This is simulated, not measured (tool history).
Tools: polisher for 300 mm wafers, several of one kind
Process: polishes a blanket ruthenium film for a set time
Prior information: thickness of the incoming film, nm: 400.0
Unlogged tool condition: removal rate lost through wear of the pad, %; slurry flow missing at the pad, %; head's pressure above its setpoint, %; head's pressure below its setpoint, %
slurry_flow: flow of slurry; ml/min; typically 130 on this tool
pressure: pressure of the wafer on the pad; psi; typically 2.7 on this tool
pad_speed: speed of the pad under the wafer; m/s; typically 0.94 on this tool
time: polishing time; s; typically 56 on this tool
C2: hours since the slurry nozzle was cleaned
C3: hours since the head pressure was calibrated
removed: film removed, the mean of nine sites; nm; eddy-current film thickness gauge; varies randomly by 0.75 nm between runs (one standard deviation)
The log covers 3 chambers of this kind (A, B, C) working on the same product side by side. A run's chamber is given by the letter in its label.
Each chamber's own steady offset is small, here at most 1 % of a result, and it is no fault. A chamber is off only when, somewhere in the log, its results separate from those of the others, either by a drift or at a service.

Run 1A, hour 6.0: usual settings; wafers polished on this pad 570; C2 376.9; C3 337.5. Result: removed 84.783 nm.
Run 2B, hour 17.3: usual settings; wafers polished on this pad 496; C2 559.7; C3 223.2. Result: removed 83.107 nm.
At hour 21.1: chamber B: worn pad replaced by a new one.
Run 3C, hour 28.5: usual settings; wafers polished on this pad 930; C2 378.2; C3 495.5. Result: removed 84.472 nm.
Run 4A, hour 34.9: usual settings; wafers polished on this pad 927; C2 405.8; C3 366.4. Result: removed 85.736 nm.
At hour 37.9: chamber A: worn pad replaced by a new one.
Run 5C, hour 43.9: usual settings; wafers polished on this pad 1120; C2 393.6; C3 510.9. Result: removed 84.498 nm.
Run 6B, hour 51.8: usual settings but pad_speed 1.20 m/s; wafers polished on this pad 379; C2 594.2; C3 257.7. Result: removed 107.070 nm.
At hour 56.0: chamber C: worn pad replaced by a new one.
Run 7B, hour 60.1: usual settings but pad_speed 1.20 m/s; wafers polished on this pad 482; C2 602.5; C3 266.0. Result: removed 106.590 nm.
Run 8A, hour 66.3: usual settings but pad_speed 1.20 m/s; wafers polished on this pad 351; C2 437.2; C3 397.8. Result: removed 107.580 nm.
At hour 75.0: chamber B: worn pad replaced by a new one.
Run 9C, hour 75.7: usual settings but pressure 2.1 psi, time 64 s; wafers polished on this pad 244; C2 425.4; C3 542.7. Result: removed 74.342 nm.
Run 10B, hour 81.2: usual settings but pressure 2.1 psi, time 64 s; wafers polished on this pad 77; C2 623.6; C3 287.1. Result: removed 74.157 nm.
Run 11C, hour 90.8: usual settings but pressure 2.1 psi, time 64 s; wafers polished on this pad 430; C2 440.5; C3 557.8. Result: removed 74.723 nm.
Run 12A, hour 100.7: usual settings; wafers polished on this pad 776; C2 471.6; C3 432.2. Result: removed 86.368 nm.
At hour 106.1: chamber B: slurry nozzle cleaned.
Run 13A, hour 110.1: usual settings; wafers polished on this pad 892; C2 481.0; C3 441.6. Result: removed 87.610 nm.
At hour 110.9: chamber A: worn pad replaced by a new one.
At hour 117.3: chamber B: worn pad replaced by a new one.
Run 14C, hour 118.9: usual settings; wafers polished on this pad 778; C2 468.6; C3 585.9. Result: removed 83.991 nm.
Run 15B, hour 126.2: usual settings; wafers polished on this pad 111; C2 20.1; C3 332.1. Result: removed 84.877 nm.
Run 16A, hour 137.4: usual settings; wafers polished on this pad 328; C2 508.3; C3 468.9. Result: removed 89.872 nm.
Run 17C, hour 142.5: usual settings; wafers polished on this pad 1069; C2 492.2; C3 609.5. Result: removed 83.046 nm.
Run 18B, hour 150.8: usual settings; wafers polished on this pad 414; C2 44.7; C3 356.7. Result: removed 84.807 nm.
Run 19C, hour 155.9: usual settings but slurry_flow 165 ml/min, pad_speed 0.68 m/s; wafers polished on this pad 1235; C2 505.6; C3 622.9. Result: removed 64.005 nm.
At hour 162.0: chamber B: worn pad replaced by a new one.
Run 20A, hour 167.1: usual settings but slurry_flow 165 ml/min, pad_speed 0.68 m/s; wafers polished on this pad 695; C2 538.0; C3 498.6. Result: removed 70.633 nm.
Run 21B, hour 172.8: usual settings but slurry_flow 165 ml/min, pad_speed 0.68 m/s; wafers polished on this pad 134; C2 66.7; C3 378.7. Result: removed 62.700 nm.
At hour 174.6: chamber C: worn pad replaced by a new one.
Run 22B, hour 179.8: usual settings; wafers polished on this pad 220; C2 73.7; C3 385.7. Result: removed 82.667 nm.
Run 23A, hour 186.5: usual settings; wafers polished on this pad 934; C2 557.4; C3 518.0. Result: removed 94.667 nm.
Run 24C, hour 195.0: usual settings but slurry_flow 110 ml/min; wafers polished on this pad 252; C2 544.7; C3 662.0. Result: removed 81.483 nm.

Which is it: a chamber that has drifted or been left off by a service, a gauge drift common to all chambers, or only each chamber's usual small offset? If a chamber is off, name it and its likeliest cause.

Chamber A drifts away from the others.
What lies behind it: head's pressure above its setpoint, % = 12.3.

Here are 4 candidates for chamber A's next run, each the usual settings with a change, their results left as question marks. Which one brings its results back in line with what the others give on the usual settings?
Counts as in line when no further than this from what the other chambers average on the usual settings: removed 2.600 nm
Run 25A-1, hour 203.4: usual settings but pad_speed 1.00 m/s, time 60 s. Result: removed ?.
Run 25A-2, hour 203.4: usual settings but pressure 2.6 psi, pad_speed 0.90 m/s, time 54 s. Result: removed ?.
Run 25A-3, hour 203.4: usual settings but slurry_flow 100 ml/min. Result: removed ?.
Run 25A-4, hour 203.4: usual settings but pressure 2.8 psi, time 57 s. Result: removed ?.

Usual-settings mean across the other chambers: removed 84.367 nm
  run  removed
25A-1  107.470
25A-2   83.952
25A-3   88.823
25A-4   99.615
The right change is 25A-2: it brings the chamber back within the allowed miss of the others.
